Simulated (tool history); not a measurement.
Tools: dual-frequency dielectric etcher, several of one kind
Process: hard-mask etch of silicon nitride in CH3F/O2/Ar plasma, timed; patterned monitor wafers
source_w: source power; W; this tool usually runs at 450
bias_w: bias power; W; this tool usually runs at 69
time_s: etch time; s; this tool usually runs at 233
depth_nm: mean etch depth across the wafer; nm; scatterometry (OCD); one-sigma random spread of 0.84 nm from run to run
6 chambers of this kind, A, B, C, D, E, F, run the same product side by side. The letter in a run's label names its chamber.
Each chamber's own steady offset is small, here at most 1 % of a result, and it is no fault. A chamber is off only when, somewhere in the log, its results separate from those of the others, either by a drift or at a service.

run	hour	source_w	bias_w	time_s	hours since the last wet clean	hours since the last source power generator calibration	hours since the last bias power generator calibration	read-back reference wafer on the same gauge, depth_nm	depth_nm
1B	9.2	450	69	233	234.9	2506.6	3812.9	196.91	169.06
2F	16.9	450	69	233	33.7	3165	3802.1	197.14	168.27
3E	26.1	450	69	233	100.2	2829.4	981.6	196.94	167.97
4D	41.3	450	69	233	394	765.8	1748.5	196.88	164.75
# hour 48.8: chamber D: wet clean of the chamber
5A	50.7	450	69	233	461.9	862.1	579.2	197.04	168.79
6C	59.2	450	69	233	91.8	1298.8	4999.9	196.84	169.99
7D	67.5	450	69	233	18.7	792	1774.7	197.15	166.37
# hour 79.3: chamber A: wet clean of the chamber
8C	82	450	69	233	114.6	1321.6	5022.7	197.04	167.57
9A	95.1	450	69	233	15.9	906.5	623.6	196.77	167.59
10B	109.6	450	69	233	335.3	2607	3913.3	197.04	167.99
11E	117.5	450	69	233	191.6	2920.8	1073	197.01	169.59
# hour 123: chamber C: bias power generator calibrated
# hour 128: chamber E: source power generator calibrated
12F	131.6	450	69	233	148.4	3279.7	3916.8	196.75	169.47
13B	142.6	450	69	233	368.3	2640	3946.3	196.87	168.75
14E	158.4	450	69	233	232.5	30.5	1113.9	197.01	167
# hour 165.6: chamber B: wet clean of the chamber
15A	171.1	450	69	233	91.9	982.5	699.6	197.07	169.22
16D	178.1	450	69	233	129.3	902.6	1885.3	197.04	166.08
17C	185.3	450	69	233	217.9	1424.9	62.4	197.04	168.5
18F	198.6	450	69	233	215.4	3346.7	3983.8	197	167.74
19F	207.9	450	69	233	224.7	3356	3993.1	197.05	167.69
20B	218.2	450	69	233	52.7	2715.6	4021.9	196.9	168.96
21C	229.7	450	69	233	262.3	1469.3	106.8	197.19	169.01
22E	243.5	450	69	233	317.6	115.6	1199	196.83	166.84
# hour 252.5: chamber F: bias power generator calibrated
23D	254.1	450	69	233	205.3	978.6	1961.3	197.07	167.09
24A	267.7	450	69	233	188.5	1079.1	796.2	197.09	167.62
25C	280.7	450	69	233	313.3	1520.3	157.8	197.08	168.8
26F	293.6	450	69	233	310.4	3441.7	41.2	196.8	169.68
27D	305.7	450	69	233	256.9	1030.2	2012.9	196.77	166.38
28E	318.3	450	69	233	392.4	190.4	1273.8	197.04	167.9
29B	326.6	450	69	233	161.1	2824	4130.3	196.94	166.02
30A	333.8	450	69	233	254.6	1145.2	862.3	196.84	167.82
31D	348.8	450	77	209	300	1073.3	2056	196.97	154.79
32A	364	450	77	209	284.8	1175.4	892.5	197.18	157
33C	375.2	450	77	209	407.8	1614.8	252.3	197.01	157.83
34B	383.2	450	77	209	217.7	2880.6	4186.9	197.11	156.47
# hour 393.6: chamber D: bias power generator calibrated
35F	396.7	450	77	209	413.5	3544.8	144.3	197.2	156.31
36E	412.4	450	77	209	486.5	284.5	1367.9	196.94	157.63
37C	421.2	490	69	233	453.8	1660.8	298.3	196.86	176.18
# hour 426: chamber F: wet clean of the chamber
38D	435.4	490	69	233	386.6	1159.9	41.8	196.95	173.06
39E	447.6	490	69	233	521.7	319.7	1403.1	196.83	173.26
40B	457.8	490	69	233	292.3	2955.2	4261.5	197.35	173.49
41A	472.3	490	69	233	393.1	1283.7	1000.8	196.85	173.9
42F	480.9	490	69	233	54.9	3629	228.5	197.13	173.92
43A	496.3	450	69	233	417.1	1307.7	1024.8	196.76	167.29
44B	509.4	450	69	233	343.9	3006.8	4313.1	196.84	167.96

Predict what each chamber gives when all 6 of them run the settings below next.
45A	521.1	400	69	233					?
45B	521.1	400	69	233					?
45C	521.1	400	69	233					?
45D	521.1	400	69	233					?
45E	521.1	400	69	233					?
45F	521.1	400	69	233					?

run	depth_nm
45A	160.55
45B	160.8
45C	161.82
45D	160.41
45E	160.31
45F	160.75

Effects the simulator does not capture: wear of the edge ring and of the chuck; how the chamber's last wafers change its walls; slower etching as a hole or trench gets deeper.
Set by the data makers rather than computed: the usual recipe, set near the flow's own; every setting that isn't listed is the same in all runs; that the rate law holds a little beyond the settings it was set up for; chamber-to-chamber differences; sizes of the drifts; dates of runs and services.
